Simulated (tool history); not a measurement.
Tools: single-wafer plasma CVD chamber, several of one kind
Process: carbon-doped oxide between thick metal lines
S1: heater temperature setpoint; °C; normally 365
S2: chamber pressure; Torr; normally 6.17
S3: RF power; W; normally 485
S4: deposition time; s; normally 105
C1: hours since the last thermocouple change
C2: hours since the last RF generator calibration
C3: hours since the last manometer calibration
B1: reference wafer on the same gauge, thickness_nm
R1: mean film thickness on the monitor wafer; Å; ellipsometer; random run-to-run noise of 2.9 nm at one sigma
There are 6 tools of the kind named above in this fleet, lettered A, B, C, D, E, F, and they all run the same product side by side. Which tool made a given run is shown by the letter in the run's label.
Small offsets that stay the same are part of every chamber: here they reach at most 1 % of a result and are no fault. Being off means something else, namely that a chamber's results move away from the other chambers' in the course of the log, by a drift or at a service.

run   hour   S1    S2   S3   S4      C1      C2      C3      B1      R1
 1B    9.2  365  6.17  485  105   954.7   509.8   533.0  496.17  5136.1
 2D   20.9  365  6.17  485  105   251.1   686.9   325.5  495.90  5158.3
 3F   32.9  365  6.17  485  105  1120.1  1622.7   879.9  495.82  5186.3
 4C   38.3  365  6.17  485  105  1332.7   461.1   986.3  495.95  5179.3
 5E   44.1  365  4.87  570  105  1713.9  1417.6  1043.8  495.82  5476.2
      52.0  -- chamber E: RF generator calibrated
 6A   52.5  365  4.87  570  105  2084.0  1295.1  1037.6  495.88  5551.6
 7A   62.9  365  4.87  570  105  2094.4  1305.5  1048.0  496.30  5498.7
 8D   73.7  365  4.87  570  105   303.9   739.7   378.3  496.37  5432.5
      74.2  -- chamber F: capacitance manometer re-zeroed and calibrated
 9B   80.3  365  4.87  570  105  1025.8   580.9   604.1  495.64  5500.1
10E   91.6  365  4.87  570  105  1761.4    39.6  1091.3  495.16  5509.3
11F  101.5  365  6.17  485  105  1188.7  1691.3    27.3  495.78  5189.0
12C  113.5  365  6.17  485  105  1407.9   536.3  1061.5  496.72  5159.5
13D  119.6  365  6.17  485  105   349.8   785.6   424.2  495.70  5043.5
14F  125.1  365  6.17  485  105  1212.3  1714.9    50.9  496.49  5175.2
15E  134.9  365  6.17  485  105  1804.7    82.9  1134.6  495.69  5177.2
     142.9  -- chamber A: RF generator calibrated
16B  146.0  358  6.17  485  118  1091.5   646.6   669.8  496.69  5860.3
17A  154.8  358  6.17  485  118  2186.3    12.0  1139.9  495.74  5883.5
     155.9  -- chamber C: capacitance manometer re-zeroed and calibrated
18C  162.8  358  6.17  485  118  1457.2   585.6     6.9  496.07  5895.3
19E  173.8  358  6.17  485  118  1843.6   121.8  1173.5  496.08  5863.0
20D  183.8  358  6.17  485  118   414.0   849.8   488.4  496.73  5698.5
21C  192.1  358  6.17  485  118  1486.5   614.9    36.2  495.66  5923.3
22A  201.4  365  6.17  485  114  2232.9    58.6  1186.5  496.70  5591.5
23F  208.4  365  6.17  485  114  1295.6  1798.2   134.2  495.78  5652.5
24B  215.7  365  6.17  485  114  1161.2   716.3   739.5  496.35  5597.9
25A  225.7  365  6.17  485  114  2257.2    82.9  1210.8  496.18  5615.7
26D  233.8  365  6.17  485  114   464.0   899.8   538.4  495.40  5393.6
27C  241.7  365  6.17  485  114  1536.1   664.5    85.8  495.93  5612.9
28F  253.4  365  6.17  485  105  1340.6  1843.2   179.2  495.91  5179.1
29E  261.1  365  6.17  485  105  1930.9   209.1  1260.8  495.56  5123.4
     270.6  -- chamber A: thermocouple changed; heater temperature recalibrated
     272.1  -- chamber A: capacitance manometer re-zeroed and calibrated
30B  272.6  365  6.17  485  105  1218.1   773.2   796.4  495.88  5147.1
31F  281.8  365  6.17  485  105  1369.0  1871.6   207.6  496.54  5224.8
32D  291.0  365  6.17  485  105   521.2   957.0   595.6  495.36  4838.2
33A  299.4  365  7.18  485  105    28.8   156.6    27.4  496.29  5311.0
34E  307.6  365  7.18  485  105  1977.4   255.6  1307.3  496.46  5234.4
35B  319.2  365  7.18  485  105  1264.7   819.8   843.0  496.51  5272.9
36C  331.1  365  7.18  485  105  1625.5   753.9   175.2  495.43  5226.9

Decide between three cases: one chamber stands off from its peers, the gauge reading all wafers drifts, or nothing is wrong past each chamber's small offset. Where a chamber is off, say which and what most likely put it there.

Chamber D drifts away from the others.
Likeliest cause: delivered RF power below the setpoint (%) = 8.16.

Which of the 4 candidates below, each the usual settings with something changed and its results left as question marks, puts chamber D back in line with what the other chambers give on the usual settings?
A result is in line if it is within this distance of the other chambers' mean on the usual settings: R1 100.0 Å
37D-1  339.9  364  6.29  525  105                   ?
37D-2  339.9  362  6.17  580  105                   ?
37D-3  339.9  366  6.17  470  101                   ?
37D-4  339.9  366  6.09  460   97                   ?

On the usual settings, the other chambers give on average: R1 5175.4 Å
  run      R1
37D-1  5137.5
37D-2  5478.7
37D-3  4553.8
37D-4  4299.2
Change 37D-1 lands the chamber within the allowed miss of the other chambers.
